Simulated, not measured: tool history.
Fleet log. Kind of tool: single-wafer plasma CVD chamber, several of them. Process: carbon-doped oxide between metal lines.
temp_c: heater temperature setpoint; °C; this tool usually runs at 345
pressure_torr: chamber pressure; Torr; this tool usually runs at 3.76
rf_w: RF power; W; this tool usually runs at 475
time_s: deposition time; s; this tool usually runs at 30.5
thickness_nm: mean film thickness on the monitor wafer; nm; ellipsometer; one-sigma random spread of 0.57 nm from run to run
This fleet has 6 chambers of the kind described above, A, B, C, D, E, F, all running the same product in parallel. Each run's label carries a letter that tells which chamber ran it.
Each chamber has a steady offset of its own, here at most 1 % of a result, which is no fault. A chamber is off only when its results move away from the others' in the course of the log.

run   hour  temp_c  pressure_torr  rf_w  time_s  hours since the last thermocouple change  hours since the last RF generator calibration  hours since the last manometer calibration  read-back reference wafer on the same gauge, thickness_nm  thickness_nm
 1E    6.4     345           3.76   475    30.5                                    1298.8                                          442.1                                      1275.0                                                     155.00        147.95
 2B   15.5     345           3.76   475    30.5                                     261.2                                          638.4                                       485.7                                                     154.89        146.93
 3F   23.0     345           3.76   475    30.5                                    1258.3                                         1569.5                                       496.8                                                     155.00        146.02
 4A   33.9     345           3.76   475    30.5                                    2036.9                                         1365.4                                      2249.7                                                     155.01        147.73
      35.9  -- chamber A: thermocouple changed; heater temperature recalibrated
 5D   39.7     345           3.76   475    30.5                                     138.4                                         1214.2                                       996.5                                                     154.95        148.95
 6C   50.4     345           3.76   475    30.5                                     291.5                                          793.1                                       409.2                                                     154.98        147.82
 7D   58.5     345           3.76   475    30.5                                     157.2                                         1233.0                                      1015.3                                                     154.81        148.67
 8E   65.7     350           3.39   475    30.5                                    1358.1                                          501.4                                      1334.3                                                     155.07        144.47
 9F   71.6     350           3.39   475    30.5                                    1306.9                                         1618.1                                       545.4                                                     155.03        141.64
10A   83.4     350           3.39   475    30.5                                      47.5                                         1414.9                                      2299.2                                                     155.08        144.12
11B   90.3     350           3.39   475    30.5                                     336.0                                          713.2                                       560.5                                                     154.94        143.25
12C   95.6     350           3.39   475    30.5                                     336.7                                          838.3                                       454.4                                                     154.90        143.69
13A  101.0     350           3.39   475    30.5                                      65.1                                         1432.5                                      2316.8                                                     155.03        143.82
     101.3  -- chamber E: capacitance manometer re-zeroed and calibrated
14B  111.0     345           3.76   475    30.5                                     356.7                                          733.9                                       581.2                                                     155.03        146.39
15D  123.0     345           3.76   475    30.5                                     221.7                                         1297.5                                      1079.8                                                     155.07        147.50
16C  129.0     345           3.76   475    30.5                                     370.1                                          871.7                                       487.8                                                     155.14        146.99
17F  138.1     345           3.76   475    30.5                                    1373.4                                         1684.6                                       611.9                                                     155.09        145.62
18E  145.6     345           3.76   475    30.5                                    1438.0                                          581.3                                        44.3                                                     155.09        148.56
     152.0  -- chamber F: thermocouple changed; heater temperature recalibrated
19C  153.5     345           3.76   475    30.5                                     394.6                                          896.2                                       512.3                                                     154.96        147.74
20D  161.5     345           3.76   475    30.5                                     260.2                                         1336.0                                      1118.3                                                     155.10        149.38
21B  166.8     345           3.76   475    30.5                                     412.5                                          789.7                                       637.0                                                     155.04        146.80
22E  173.7     345           3.76   475    30.5                                    1466.1                                          609.4                                        72.4                                                     155.16        148.67
23F  185.3     345           3.76   475    30.5                                      33.3                                         1731.8                                       659.1                                                     154.89        146.00
24A  190.5     345           3.76   475    30.5                                     154.6                                         1522.0                                      2406.3                                                     155.01        147.06
25F  198.9     345           3.76   475    30.5                                      46.9                                         1745.4                                       672.7                                                     155.05        145.91
     204.7  -- chamber D: RF generator calibrated
26A  204.8     345           3.76   475    30.5                                     168.9                                         1536.3                                      2420.6                                                     154.96        145.85
27E  214.9     345           3.76   475    30.5                                    1507.3                                          650.6                                       113.6                                                     155.01        148.15
28B  224.6     345           3.76   475    30.5                                     470.3                                          847.5                                       694.8                                                     155.13        147.23
29D  233.1     345           3.76   475    30.5                                     331.8                                           28.5                                      1189.9                                                     154.83        146.60
30C  239.9     345           3.76   475    30.5                                     481.0                                          982.6                                       598.7                                                     155.08        147.37
31D  248.0     345           3.76   475    30.5                                     346.7                                           43.4                                      1204.8                                                     155.02        149.05
32E  256.5     345           4.67   445    30.5                                    1548.9                                          692.2                                       155.2                                                     154.85        145.94
33F  266.0     345           4.67   445    30.5                                     114.0                                         1812.5                                       739.8                                                     155.05        144.68
34C  275.1     345           4.67   445    30.5                                     516.2                                         1017.8                                       633.9                                                     154.98        144.67
35A  283.5     345           4.67   445    30.5                                     247.6                                         1615.0                                      2499.3                                                     155.01        141.19
     286.9  -- chamber B: RF generator calibrated
36B  290.0     345           4.67   445    30.5                                     535.7                                            3.2                                       760.2                                                     155.06        145.70
37E  296.2     345           4.67   445    30.5                                    1588.6                                          731.9                                       194.9                                                     154.97        146.19
38F  306.2     345           3.76   475    30.5                                     154.2                                         1852.7                                       780.0                                                     155.08        145.65

Read the log: is a single chamber off, either drifting away or since a service, is the gauge that measures every chamber drifting, or is nothing wrong beyond small per-chamber offsets? Name any odd chamber and what most likely caused it.

Chamber A drifts away from the others.
Cause: delivered RF power below the setpoint (%) = 4.1.

Here are 4 candidates for chamber A's next run, each the usual settings with a change, their results left as question marks. Which one brings its results back in line with what the others give on the usual settings?
A result is in line if it is within this distance of the other chambers' mean on the usual settings: thickness_nm 2.00 nm
39A-1  314.8     346           3.73   460    30.5                                                                                                                                                                                                             ?
39A-2  314.8     345           3.76   475    31.2                                                                                                                                                                                                             ?
39A-3  314.8     334           4.23   475    30.5                                                                                                                                                                                                             ?
39A-4  314.8     345           3.76   475    29.0                                                                                                                                                                                                             ?

What the other chambers average on the usual settings: thickness_nm 147.32 nm
  run  thickness_nm
39A-1        139.89
39A-2        147.12
39A-3        151.20
39A-4        136.90
The right change is 39A-2: it brings the chamber back within the allowed miss of the others.
